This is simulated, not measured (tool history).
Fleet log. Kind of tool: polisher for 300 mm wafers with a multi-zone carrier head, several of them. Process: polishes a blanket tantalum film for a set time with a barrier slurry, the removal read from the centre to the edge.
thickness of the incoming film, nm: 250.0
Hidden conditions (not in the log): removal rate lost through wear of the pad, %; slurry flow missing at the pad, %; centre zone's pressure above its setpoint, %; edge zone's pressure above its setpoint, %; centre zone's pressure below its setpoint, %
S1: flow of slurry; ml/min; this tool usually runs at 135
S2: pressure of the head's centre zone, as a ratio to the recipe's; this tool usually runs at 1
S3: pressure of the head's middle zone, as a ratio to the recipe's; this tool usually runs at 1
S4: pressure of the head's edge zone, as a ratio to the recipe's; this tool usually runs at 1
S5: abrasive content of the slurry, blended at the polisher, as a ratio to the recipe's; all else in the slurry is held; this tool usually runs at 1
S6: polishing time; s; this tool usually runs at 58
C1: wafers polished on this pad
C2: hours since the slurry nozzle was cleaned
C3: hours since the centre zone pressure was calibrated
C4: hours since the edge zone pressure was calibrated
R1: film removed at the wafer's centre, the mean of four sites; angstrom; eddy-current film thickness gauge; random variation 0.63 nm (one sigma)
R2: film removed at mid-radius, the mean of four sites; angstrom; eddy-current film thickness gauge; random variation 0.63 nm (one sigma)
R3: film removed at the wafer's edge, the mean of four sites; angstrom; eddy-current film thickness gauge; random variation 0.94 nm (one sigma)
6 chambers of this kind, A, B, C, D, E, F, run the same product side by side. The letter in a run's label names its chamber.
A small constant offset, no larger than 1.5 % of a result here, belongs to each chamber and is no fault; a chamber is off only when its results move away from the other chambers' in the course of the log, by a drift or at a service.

At hour 3.6: chamber A: worn pad replaced by a new one.
Run 1A, hour 4: usual settings; C1 5; C2 26.6; C3 584.8; C4 546. Result: R1 715.74 angstrom, R2 706.67 angstrom, R3 709.21 angstrom.
At hour 6.1: chamber B: worn pad replaced by a new one.
Run 2E, hour 6.3: usual settings; C1 333; C2 360.5; C3 242.6; C4 166.6. Result: R1 712.21 angstrom, R2 700.49 angstrom, R3 707.02 angstrom.
Run 3B, hour 8.9: usual settings; C1 33; C2 30.7; C3 201; C4 1471.2. Result: R1 700.49 angstrom, R2 708.08 angstrom, R3 704.24 angstrom.
Run 4D, hour 12: usual settings; C1 463; C2 59.6; C3 907; C4 590.3. Result: R1 692.92 angstrom, R2 707.56 angstrom, R3 715.96 angstrom.
Run 5C, hour 15.6: usual settings; C1 713; C2 527.5; C3 552.1; C4 40.9. Result: R1 714.65 angstrom, R2 699.71 angstrom, R3 705.75 angstrom.
Run 6F, hour 18.7: usual settings; C1 311; C2 630.8; C3 687.3; C4 519.1. Result: R1 711.42 angstrom, R2 710.62 angstrom, R3 727.47 angstrom.
Run 7A, hour 21.9: usual settings but S6 66 s; C1 213; C2 44.5; C3 602.7; C4 563.9. Result: R1 814.17 angstrom, R2 799.87 angstrom, R3 824.58 angstrom.
Run 8F, hour 24.9: usual settings but S6 66 s; C1 383; C2 637; C3 693.5; C4 525.3. Result: R1 824.16 angstrom, R2 809.6 angstrom, R3 806.01 angstrom.
At hour 28.2: chamber E: worn pad replaced by a new one.
Run 9D, hour 28.5: usual settings but S6 66 s; C1 654; C2 76.1; C3 923.5; C4 606.8. Result: R1 802.01 angstrom, R2 794.88 angstrom, R3 809.43 angstrom.
Run 10B, hour 31.9: usual settings but S6 66 s; C1 300; C2 53.7; C3 224; C4 1494.2. Result: R1 793.01 angstrom, R2 804.82 angstrom, R3 800.02 angstrom.
Run 11C, hour 35.4: usual settings but S6 66 s; C1 943; C2 547.3; C3 571.9; C4 60.7. Result: R1 814.63 angstrom, R2 795.01 angstrom, R3 798.22 angstrom.
At hour 35.8: chamber B: edge zone pressure recalibrated.
At hour 38.3: chamber A: centre zone pressure recalibrated.
Run 12E, hour 38.6: usual settings but S6 66 s; C1 121; C2 392.8; C3 274.9; C4 198.9. Result: R1 820.14 angstrom, R2 796.8 angstrom, R3 818.46 angstrom.
At hour 40.7: chamber F: worn pad replaced by a new one.
At hour 41.4: chamber F: slurry nozzle cleaned.
Run 13C, hour 42.8: usual settings; C1 1029; C2 554.7; C3 579.3; C4 68.1. Result: R1 723.61 angstrom, R2 719.96 angstrom, R3 706.11 angstrom.
Run 14D, hour 46.9: usual settings; C1 868; C2 94.5; C3 941.9; C4 625.2. Result: R1 695.49 angstrom, R2 704.45 angstrom, R3 712.76 angstrom.
At hour 47.3: chamber C: worn pad replaced by a new one.
Run 15F, hour 49: usual settings; C1 97; C2 7.6; C3 717.6; C4 549.4. Result: R1 713.27 angstrom, R2 696.18 angstrom, R3 713.49 angstrom.
Run 16A, hour 50.9: usual settings; C1 550; C2 73.5; C3 12.7; C4 592.9. Result: R1 709.9 angstrom, R2 724.59 angstrom, R3 723.24 angstrom.
Run 17E, hour 54.8: usual settings; C1 310; C2 409; C3 291.1; C4 215.1. Result: R1 708.34 angstrom, R2 715.36 angstrom, R3 702.07 angstrom.
Run 18B, hour 56.9: usual settings; C1 591; C2 78.7; C3 249; C4 21.2. Result: R1 701.17 angstrom, R2 704.88 angstrom, R3 707.45 angstrom.
At hour 57.4: chamber D: centre zone pressure recalibrated.
Run 19C, hour 61: usual settings; C1 160; C2 572.9; C3 597.5; C4 86.3. Result: R1 716.45 angstrom, R2 704.54 angstrom, R3 712.17 angstrom.
Run 20B, hour 63.4: usual settings; C1 666; C2 85.2; C3 255.5; C4 27.7. Result: R1 696.58 angstrom, R2 710.73 angstrom, R3 721.6 angstrom.
Run 21D, hour 67.2: usual settings; C1 1104; C2 114.8; C3 9.8; C4 645.5. Result: R1 668.36 angstrom, R2 705.9 angstrom, R3 723.26 angstrom.
Run 22F, hour 69.8: usual settings but S2 1.11, S6 74 s; C1 338; C2 28.4; C3 738.4; C4 570.2. Result: R1 1040.1 angstrom, R2 899.88 angstrom, R3 895.28 angstrom.
Run 23A, hour 73.7: usual settings but S2 1.11, S6 74 s; C1 815; C2 96.3; C3 35.5; C4 615.7. Result: R1 999.96 angstrom, R2 910.85 angstrom, R3 907.92 angstrom.
Run 24E, hour 77: usual settings but S2 1.11, S6 74 s; C1 568; C2 431.2; C3 313.3; C4 237.3. Result: R1 1005 angstrom, R2 892.73 angstrom, R3 888.91 angstrom.
Run 25E, hour 79.6: usual settings but S2 1.11, S6 74 s; C1 598; C2 433.8; C3 315.9; C4 239.9. Result: R1 1020.9 angstrom, R2 898.47 angstrom, R3 922.54 angstrom.
Run 26C, hour 83: usual settings but S2 1.11, S6 74 s; C1 415; C2 594.9; C3 619.5; C4 108.3. Result: R1 1018 angstrom, R2 903.93 angstrom, R3 907.15 angstrom.
At hour 84.7: chamber B: worn pad replaced by a new one.
At hour 85.6: chamber E: worn pad replaced by a new one.
Run 27D, hour 85.8: usual settings but S2 1.11, S6 74 s; C1 1320; C2 133.4; C3 28.4; C4 664.1. Result: R1 947.65 angstrom, R2 896.29 angstrom, R3 908.21 angstrom.
Run 28F, hour 89.9: usual settings but S4 1.04; C1 572; C2 48.5; C3 758.5; C4 590.3. Result: R1 720.9 angstrom, R2 690.49 angstrom, R3 737.37 angstrom.
At hour 90.1: chamber F: worn pad replaced by a new one.
At hour 92: chamber F: edge zone pressure recalibrated.
Run 29A, hour 94.1: usual settings but S4 1.04; C1 1052; C2 116.7; C3 55.9; C4 636.1. Result: R1 717.91 angstrom, R2 714.74 angstrom, R3 705.72 angstrom.
Run 30B, hour 96.2: usual settings but S4 1.04; C1 133; C2 118; C3 288.3; C4 60.5. Result: R1 702.72 angstrom, R2 707.2 angstrom, R3 710.88 angstrom.
Run 31F, hour 99.1: usual settings but S4 1.04; C1 105; C2 57.7; C3 767.7; C4 7.1. Result: R1 712.99 angstrom, R2 713.08 angstrom, R3 745.16 angstrom.
At hour 100.6: chamber F: centre zone pressure recalibrated.
Run 32B, hour 102.8: usual settings but S4 1.04; C1 210; C2 124.6; C3 294.9; C4 67.1. Result: R1 691.55 angstrom, R2 715.11 angstrom, R3 736.69 angstrom.
Run 33E, hour 104.8: usual settings but S4 1.04; C1 224; C2 459; C3 341.1; C4 265.1. Result: R1 714.09 angstrom, R2 713.04 angstrom, R3 732 angstrom.
At hour 106.5: chamber D: worn pad replaced by a new one.
Run 34D, hour 106.7: usual settings; C1 2; C2 154.3; C3 49.3; C4 685. Result: R1 666.55 angstrom, R2 703.73 angstrom, R3 703.72 angstrom.
Run 35C, hour 108.9: usual settings; C1 716; C2 620.8; C3 645.4; C4 134.2. Result: R1 724.29 angstrom, R2 716.98 angstrom, R3 711.66 angstrom.
Run 36A, hour 111.3: usual settings; C1 1252; C2 133.9; C3 73.1; C4 653.3. Result: R1 713.08 angstrom, R2 716.11 angstrom, R3 710.09 angstrom.
Run 37B, hour 114.8: usual settings; C1 349; C2 136.6; C3 306.9; C4 79.1. Result: R1 706.41 angstrom, R2 707.21 angstrom, R3 693.04 angstrom.
Run 38C, hour 118.6: usual settings; C1 829; C2 630.5; C3 655.1; C4 143.9. Result: R1 714 angstrom, R2 709.25 angstrom, R3 708.69 angstrom.
Run 39F, hour 121.9: usual settings; C1 370; C2 80.5; C3 21.3; C4 29.9. Result: R1 715.16 angstrom, R2 702.78 angstrom, R3 709.31 angstrom.
At hour 123.3: chamber A: worn pad replaced by a new one.
Run 40A, hour 126: usual settings; C1 32; C2 148.6; C3 87.8; C4 668. Result: R1 707.54 angstrom, R2 718.9 angstrom, R3 701.32 angstrom.
Run 41D, hour 127.9: usual settings; C1 248; C2 175.5; C3 70.5; C4 706.2. Result: R1 663.65 angstrom, R2 691.44 angstrom, R3 711.14 angstrom.

Next, every chamber runs the same settings. What will each give?
Run 42A, hour 131: usual settings. Result: R1 ?, R2 ?, R3 ?.
Run 42B, hour 131: usual settings. Result: R1 ?, R2 ?, R3 ?.
Run 42C, hour 131: usual settings. Result: R1 ?, R2 ?, R3 ?.
Run 42D, hour 131: usual settings. Result: R1 ?, R2 ?, R3 ?.
Run 42E, hour 131: usual settings. Result: R1 ?, R2 ?, R3 ?.
Run 42F, hour 131: usual settings. Result: R1 ?, R2 ?, R3 ?.

run      R1      R2      R3
42A  717.93  724.54  720.46
42B  710.68  723.11  684.83
42C  723.86  715.24  704.24
42D  658.41  700.53   705.3
42E  719.01  708.09   692.1
42F  718.33  714.01  708.95
